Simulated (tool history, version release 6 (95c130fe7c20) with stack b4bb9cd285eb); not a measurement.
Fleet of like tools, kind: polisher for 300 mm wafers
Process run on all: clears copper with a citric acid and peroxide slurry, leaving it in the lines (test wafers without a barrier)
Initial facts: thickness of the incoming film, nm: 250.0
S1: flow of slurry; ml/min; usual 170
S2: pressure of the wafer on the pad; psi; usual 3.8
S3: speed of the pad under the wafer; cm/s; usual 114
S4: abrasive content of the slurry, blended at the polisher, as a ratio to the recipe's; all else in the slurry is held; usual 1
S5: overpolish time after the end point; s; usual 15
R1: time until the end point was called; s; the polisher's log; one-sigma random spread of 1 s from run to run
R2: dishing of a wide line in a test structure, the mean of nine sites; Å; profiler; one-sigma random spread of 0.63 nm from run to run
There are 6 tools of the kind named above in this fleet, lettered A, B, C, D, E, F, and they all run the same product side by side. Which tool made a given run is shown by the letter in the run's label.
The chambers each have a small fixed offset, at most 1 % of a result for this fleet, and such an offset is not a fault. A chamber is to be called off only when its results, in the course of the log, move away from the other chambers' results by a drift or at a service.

run,hour,S1,S2,S3,S4,S5,R1,R2
1B,5.4,170,3.8,114,1,15,83.872,309.11
2F,11.3,170,3.8,114,1,15,86.836,309.94
3E,15.6,170,3.8,114,1,15,86.622,310.8
4A,22.4,170,3.8,114,1,15,86.48,305.51
5C,27.8,170,3.8,114,1,15,87.539,306.75
# hour 28.4: chamber D: worn pad replaced by a new one
6D,36,170,3.8,96,1,15,102.72,265.17
7C,40,170,3.8,96,1,15,103.8,272.25
# hour 43.5: chamber E: worn pad replaced by a new one
8A,46.4,170,3.8,96,1,15,102.48,275.36
9F,51.9,170,3.8,96,1,15,102.18,274.6
10B,57.1,170,3.8,96,1,15,102.68,266.24
# hour 57.5: chamber E: slurry nozzle cleaned
# hour 60.3: chamber C: slurry nozzle cleaned
# hour 63.1: chamber E: slurry blender recalibrated
11E,64.4,170,3.8,96,1,15,100.66,271.05
# hour 64.9: chamber F: worn pad replaced by a new one
12D,68,170,3.8,114,1,15,87.14,307.19
13B,72.6,170,3.8,114,1,15,87.28,312.85
# hour 73.6: chamber F: head pressure recalibrated
# hour 74.3: chamber F: slurry blender recalibrated
14A,78.3,170,3.8,114,1,15,85.476,305.1
15E,83.1,170,3.8,114,1,15,84.459,315.55
# hour 88.4: chamber C: worn pad replaced by a new one
16D,90.7,170,3.8,114,1,15,87.376,312.66
17C,98.2,170,3.8,154,1,15,64.63,400.04
# hour 99.6: chamber A: worn pad replaced by a new one
18F,103.6,170,3.8,154,1,15,63.152,403.08
# hour 105.7: chamber D: slurry blender recalibrated
19D,109.4,170,3.8,154,1,15,64.703,388.53
# hour 112.3: chamber B: worn pad replaced by a new one
20E,113.9,170,3.8,154,1,15,63.152,418.04
21B,120.9,170,3.8,154,1,15,62.832,411.06
# hour 123.7: chamber D: worn pad replaced by a new one
22F,129,170,3.8,154,1,15,63.074,399.14
# hour 129.8: chamber E: worn pad replaced by a new one
23A,133,170,3.8,148,1,15,66.517,385.01
# hour 135.6: chamber B: slurry blender recalibrated
24C,138.1,170,3.8,148,1,15,67.325,387.55
25E,145.4,170,3.8,148,1,15,67.875,389.85
# hour 145.6: chamber F: worn pad replaced by a new one
# hour 146.7: chamber E: head pressure recalibrated
26B,153.5,170,3.8,148,1,15,66.74,387.34
# hour 159.2: chamber C: head pressure recalibrated
27F,160.6,170,3.8,148,1,15,66.945,381.02
28A,167.5,170,3.8,148,1,15,66.97,401.46
# hour 169.4: chamber C: worn pad replaced by a new one
# hour 171: chamber C: slurry blender recalibrated
29D,173,170,3.8,114,1,15,85.7,309.75
# hour 177.6: chamber A: worn pad replaced by a new one
30C,179,170,3.8,114,1,15,78.477,341.22
31E,182.7,170,3.8,114,1,15,86.212,326.92
32B,187.5,170,3.8,114,1,15,85.259,309.86
33A,195.6,170,3.8,114,1,15,88.029,311.44
34C,200.5,170,3.8,114,1,15,79.504,344.48
35F,207.3,170,3.8,78,1,15,123.68,226.82
36D,211.4,170,3.8,78,1,15,124.28,218.35
# hour 216.4: chamber F: worn pad replaced by a new one
37E,219,170,3.8,78,1,15,120.05,229.55
# hour 220.2: chamber D: worn pad replaced by a new one
38A,225.6,170,3.8,78,1,15,123.83,226.24
# hour 228.4: chamber B: worn pad replaced by a new one
39C,229.4,170,3.8,78,1,15,114.5,243.2
# hour 231.3: chamber D: head pressure recalibrated
40D,233.2,170,3.8,78,1,15,124.33,220.73
41F,237.9,170,3.8,114,1,15,85.774,310.06
42B,242.8,195,3.1,114,1,15,101.81,267.31
43C,249,195,3.1,114,1,15,93.818,287.41
44F,253.9,195,3.1,114,1,15,103.65,262.86

One chamber off, gauge drift, or nothing amiss beyond the chambers' own small offsets? If it is a chamber, which one, and what is the likeliest cause?

The work done on chamber C during a service left it standing apart from the others.
Most likely cause: head's pressure above its setpoint, % = 11.2.

Below are 4 candidate recipes for chamber C's next run, each the usual settings with a change, their results shown as question marks. Which of them brings C's results back in line with what the other chambers give on the usual settings?
A result is in line if it is within this distance of the other chambers' mean on the usual settings: R1 3.5 s; R2 22 Å
45C-1,259.8,170,4,120,1,15,?,?
45C-2,259.8,170,3.6,108,1,15,?,?
45C-3,259.8,170,3.8,112,1,15,?,?
45C-4,259.8,170,3.8,116,1,15,?,?

On the usual settings, the other chambers give on average: R1 86.19 s; R2 312.17 Å
run,R1,R2
45C-1,71,371.37
45C-2,87.102,308.76
45C-3,79.797,334.43
45C-4,77.126,344.66
45C-2 puts the chamber back in line with the other chambers.
